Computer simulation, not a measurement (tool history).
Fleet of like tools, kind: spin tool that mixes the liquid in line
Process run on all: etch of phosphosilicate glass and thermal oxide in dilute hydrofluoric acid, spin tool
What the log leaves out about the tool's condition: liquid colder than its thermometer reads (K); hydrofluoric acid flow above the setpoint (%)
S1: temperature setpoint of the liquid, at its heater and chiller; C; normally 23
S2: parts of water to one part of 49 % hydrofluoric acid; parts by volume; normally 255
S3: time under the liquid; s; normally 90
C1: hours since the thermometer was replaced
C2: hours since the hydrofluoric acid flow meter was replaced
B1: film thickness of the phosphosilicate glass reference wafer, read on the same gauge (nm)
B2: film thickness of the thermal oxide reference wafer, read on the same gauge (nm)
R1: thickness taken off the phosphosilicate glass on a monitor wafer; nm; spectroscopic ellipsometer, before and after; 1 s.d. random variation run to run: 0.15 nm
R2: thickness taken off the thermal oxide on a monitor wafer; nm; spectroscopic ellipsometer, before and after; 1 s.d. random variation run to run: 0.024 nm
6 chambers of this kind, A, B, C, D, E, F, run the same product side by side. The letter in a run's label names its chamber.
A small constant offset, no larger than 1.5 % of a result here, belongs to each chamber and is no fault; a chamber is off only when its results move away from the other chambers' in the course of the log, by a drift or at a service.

run    day    S1   S2  S3      C1      C2      B1      B2      R1       R2
 1D    0.1    23  255  90  1381.7   920.1  39.997  110.04  17.599   1.2892
 2A  0.212    23  255  90   500.8   264.8  40.016     110  18.055   1.2677
 3B  0.342    23  255  90   610.3   715.5  39.988  109.99  17.486   1.2895
 4E  0.504    23  255  90   316.6    28.2  39.978  110.01  17.481    1.255
 5F  0.704    23  255  90     490   236.8  39.995  110.01  17.376   1.2778
 6C  0.842    23  255  90   957.7   458.8   40.01  109.99  17.473   1.2694
 7B  0.933    23  255  90   624.5   729.7  39.986     110  17.709   1.2688
 8A  1.121    23  255  90   522.6   286.6  39.985  110.01  18.032   1.2881
 9F  1.246    23  255  90     503   249.8   39.98  109.99  17.513   1.3232
10D  1.421    23  255  90  1413.4   951.8  39.995  109.99  17.238   1.2787
11E  1.588    23  255  90   342.6    54.2  39.985  109.99  17.494   1.2925
12C  1.738  19.5  310  90   979.2   480.3  39.988  109.96  12.103  0.88212
13C  1.925  19.5  310  90   983.7   484.8  39.984  110.02  12.147  0.86013
14B  2.108  19.5  310  90   652.7   757.9  40.012  110.05  12.417  0.89474
15A  2.229  19.5  310  90   549.2   313.2  40.003  109.96  12.167  0.87332
16F  2.371  19.5  310  90     530   276.8  40.014     110  12.031  0.89529
17E  2.462  19.5  310  90   363.6    75.2  39.993  109.96  11.974  0.89936
18D  2.583    23  255  90  1441.3   979.7  39.992  109.97  17.723    1.246
19F  2.671    23  255  90   537.2     284  39.995  109.99  17.708   1.2681
20D  2.779    23  255  90    1446   984.4  39.993  109.98  17.417   1.2741
21C  2.921    23  255  90  1007.6   508.7  39.999     110  17.744   1.2966
22E  3.104    23  255  90     379    90.6  40.002  110.01  17.399   1.2736
23A  3.208    23  255  90   572.7   336.7  40.004  110.01  17.799   1.2716
24B  3.317    23  255  90   681.7   786.9  40.001  110.01  17.853   1.2602
25F  3.492    23  255  90   556.9   303.7  40.004  109.98  17.376   1.2681
26A  3.625    23  255  90   582.7   346.7  40.006  109.97  17.694   1.2639
27C  3.804    23  255  90  1028.8   529.9  39.995  110.01   17.53   1.2978
28E  3.908    23  255  90   398.3   109.9  40.009     110  17.628   1.3387
29D  4.079    23  255  90  1477.2  1015.6  40.018  109.98  17.643   1.3172
30B  4.242    23  255  90   703.9   809.1  39.994  110.03  17.809   1.3201
31D  4.362    23  255  90    1484  1022.4  40.016  109.98   17.53   1.2817
32C  4.558    23  255  90  1046.9     548  39.997     110  17.691   1.3098
33E  4.654    23  255  90   416.2   127.8  40.006  109.95  17.397   1.3097
34F  4.779    23  255  90   587.8   334.6  39.979  110.03  17.553   1.3051
35A  4.875    26  255  90   612.7   376.7  40.007  109.98  19.593   1.4307
36B  5.042    26  255  90   723.1   828.3  39.973  109.98  19.773   1.4402
37E  5.188    26  255  90     429   140.6  39.995     110  19.632   1.3886
38B  5.325    26  255  90   729.9   835.1  40.019  110.05  19.894   1.4474
39C  5.421    26  255  90  1067.6   568.7  40.008  109.97  19.546   1.4337
40A  5.575    26  255  90   629.5   393.5  40.001  109.93  19.698   1.3901
41F  5.746    23  255  90     611   357.8  40.015  110.01  17.455   1.2824
42D  5.921    23  370  90  1521.4  1059.8  40.007  110.05  10.699  0.79567

All 6 chambers run these settings next. Forecast each chamber's results:
43A  6.062  23  380  90                   ?   ?
43B  6.062  23  380  90                   ?   ?
43C  6.062  23  380  90                   ?   ?
43D  6.062  23  380  90                   ?   ?
43E  6.062  23  380  90                   ?   ?
43F  6.062  23  380  90                   ?   ?

run      R1       R2
43A  10.738  0.76004
43B  10.444  0.76786
43C  10.447  0.78082
43D  10.413  0.78346
43E  10.439  0.76506
43F  10.411   0.7802
